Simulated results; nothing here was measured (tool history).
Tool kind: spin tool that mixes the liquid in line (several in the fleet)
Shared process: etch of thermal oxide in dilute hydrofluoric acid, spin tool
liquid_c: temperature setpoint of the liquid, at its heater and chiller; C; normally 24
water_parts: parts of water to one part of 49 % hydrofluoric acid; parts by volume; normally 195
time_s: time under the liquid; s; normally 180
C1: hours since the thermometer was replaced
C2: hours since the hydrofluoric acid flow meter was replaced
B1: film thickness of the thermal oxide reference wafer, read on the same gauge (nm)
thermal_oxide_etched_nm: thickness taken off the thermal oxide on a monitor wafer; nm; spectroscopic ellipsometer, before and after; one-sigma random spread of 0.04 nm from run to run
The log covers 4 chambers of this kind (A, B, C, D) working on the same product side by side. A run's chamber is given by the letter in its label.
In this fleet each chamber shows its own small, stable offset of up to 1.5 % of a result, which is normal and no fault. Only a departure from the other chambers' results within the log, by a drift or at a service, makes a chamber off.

run 1B day=0.342 | liquid_c=24 water_parts=195 time_s=180 | C1=179.2 C2=1469.3 | B1=40.001 | thermal_oxide_etched_nm=3.9882
run 2D day=0.562 | liquid_c=24 water_parts=195 time_s=180 | C1=37.8 C2=1083.1 | B1=40.008 | thermal_oxide_etched_nm=3.9341
run 3A day=0.733 | liquid_c=24 water_parts=195 time_s=180 | C1=771.4 C2=146.2 | B1=40.022 | thermal_oxide_etched_nm=4.1227
run 4C day=1.062 | liquid_c=24 water_parts=195 time_s=180 | C1=227.0 C2=416.4 | B1=40.010 | thermal_oxide_etched_nm=3.9653
run 5A day=1.317 | liquid_c=24 water_parts=195 time_s=180 | C1=785.4 C2=160.2 | B1=40.017 | thermal_oxide_etched_nm=3.9953
run 6D day=1.675 | liquid_c=24 water_parts=195 time_s=180 | C1=64.5 C2=1109.8 | B1=40.005 | thermal_oxide_etched_nm=3.9439
run 7B day=1.979 | liquid_c=24 water_parts=195 time_s=180 | C1=218.5 C2=1508.6 | B1=40.004 | thermal_oxide_etched_nm=3.9550
run 8C day=2.242 | liquid_c=24 water_parts=195 time_s=180 | C1=255.3 C2=444.7 | B1=40.002 | thermal_oxide_etched_nm=3.9929
run 9D day=2.538 | liquid_c=24 water_parts=245 time_s=270 | C1=85.2 C2=1130.5 | B1=39.981 | thermal_oxide_etched_nm=4.5489
-- day=2.850 chamber A: thermometer replaced
run 10A day=2.912 | liquid_c=24 water_parts=245 time_s=270 | C1=1.5 C2=198.5 | B1=39.997 | thermal_oxide_etched_nm=4.4732
run 11C day=3.196 | liquid_c=24 water_parts=245 time_s=270 | C1=278.2 C2=467.6 | B1=40.007 | thermal_oxide_etched_nm=4.4947
run 12B day=3.417 | liquid_c=24 water_parts=245 time_s=270 | C1=253.0 C2=1543.1 | B1=40.015 | thermal_oxide_etched_nm=4.4682
run 13D day=3.608 | liquid_c=24 water_parts=195 time_s=180 | C1=110.9 C2=1156.2 | B1=39.985 | thermal_oxide_etched_nm=3.9550
run 14C day=3.842 | liquid_c=24 water_parts=195 time_s=180 | C1=293.7 C2=483.1 | B1=39.993 | thermal_oxide_etched_nm=3.9658
run 15B day=4.092 | liquid_c=24 water_parts=195 time_s=180 | C1=269.2 C2=1559.3 | B1=39.990 | thermal_oxide_etched_nm=4.0037
run 16A day=4.354 | liquid_c=24 water_parts=195 time_s=180 | C1=36.1 C2=233.1 | B1=40.001 | thermal_oxide_etched_nm=3.9960
run 17A day=4.612 | liquid_c=24 water_parts=195 time_s=180 | C1=42.3 C2=239.3 | B1=40.012 | thermal_oxide_etched_nm=3.9946
run 18B day=4.858 | liquid_c=24 water_parts=195 time_s=180 | C1=287.6 C2=1577.7 | B1=39.988 | thermal_oxide_etched_nm=3.9492
run 19C day=5.146 | liquid_c=24 water_parts=195 time_s=135 | C1=325.0 C2=514.4 | B1=40.000 | thermal_oxide_etched_nm=2.9308
run 20D day=5.350 | liquid_c=24 water_parts=195 time_s=135 | C1=152.7 C2=1198.0 | B1=40.003 | thermal_oxide_etched_nm=2.9972
run 21C day=5.667 | liquid_c=24 water_parts=195 time_s=135 | C1=337.5 C2=526.9 | B1=40.004 | thermal_oxide_etched_nm=2.8655
run 22A day=5.988 | liquid_c=24 water_parts=195 time_s=135 | C1=75.3 C2=272.3 | B1=40.002 | thermal_oxide_etched_nm=2.9834
run 23D day=6.162 | liquid_c=24 water_parts=195 time_s=180 | C1=172.2 C2=1217.5 | B1=39.996 | thermal_oxide_etched_nm=3.9425
run 24B day=6.504 | liquid_c=24 water_parts=195 time_s=95 | C1=327.1 C2=1617.2 | B1=39.999 | thermal_oxide_etched_nm=2.0740
run 25A day=6.729 | liquid_c=24 water_parts=195 time_s=95 | C1=93.1 C2=290.1 | B1=40.001 | thermal_oxide_etched_nm=2.1419
run 26B day=6.971 | liquid_c=24 water_parts=195 time_s=95 | C1=338.3 C2=1628.4 | B1=40.005 | thermal_oxide_etched_nm=2.1296
run 27D day=7.304 | liquid_c=24 water_parts=195 time_s=95 | C1=199.6 C2=1244.9 | B1=39.997 | thermal_oxide_etched_nm=2.0948
run 28C day=7.533 | liquid_c=24 water_parts=195 time_s=180 | C1=382.3 C2=571.7 | B1=40.016 | thermal_oxide_etched_nm=3.7664
run 29A day=7.871 | liquid_c=24 water_parts=195 time_s=180 | C1=120.5 C2=317.5 | B1=40.009 | thermal_oxide_etched_nm=4.0022
run 30D day=8.229 | liquid_c=24 water_parts=195 time_s=180 | C1=221.8 C2=1267.1 | B1=39.994 | thermal_oxide_etched_nm=3.9399
run 31C day=8.404 | liquid_c=24 water_parts=195 time_s=180 | C1=403.2 C2=592.6 | B1=40.006 | thermal_oxide_etched_nm=3.6988
run 32B day=8.708 | liquid_c=24 water_parts=195 time_s=180 | C1=380.0 C2=1670.1 | B1=39.998 | thermal_oxide_etched_nm=3.9494
run 33A day=8.875 | liquid_c=24 water_parts=195 time_s=180 | C1=144.6 C2=341.6 | B1=39.997 | thermal_oxide_etched_nm=4.0037
run 34C day=9.046 | liquid_c=24 water_parts=195 time_s=180 | C1=418.6 C2=608.0 | B1=39.988 | thermal_oxide_etched_nm=3.6338
run 35D day=9.267 | liquid_c=24 water_parts=195 time_s=180 | C1=246.7 C2=1292.0 | B1=40.015 | thermal_oxide_etched_nm=3.9981
run 36B day=9.483 | liquid_c=24 water_parts=195 time_s=180 | C1=398.6 C2=1688.7 | B1=40.003 | thermal_oxide_etched_nm=3.9095

Predict what each chamber gives when all 4 of them run the settings below next.
run 37A day=9.750 | liquid_c=24 water_parts=195 time_s=180 | thermal_oxide_etched_nm=?
run 37B day=9.750 | liquid_c=24 water_parts=195 time_s=180 | thermal_oxide_etched_nm=?
run 37C day=9.750 | liquid_c=24 water_parts=195 time_s=180 | thermal_oxide_etched_nm=?
run 37D day=9.750 | liquid_c=24 water_parts=195 time_s=180 | thermal_oxide_etched_nm=?

run=37A thermal_oxide_etched_nm=4.0077
run=37B thermal_oxide_etched_nm=3.9232
run=37C thermal_oxide_etched_nm=3.6141
run=37D thermal_oxide_etched_nm=3.9601
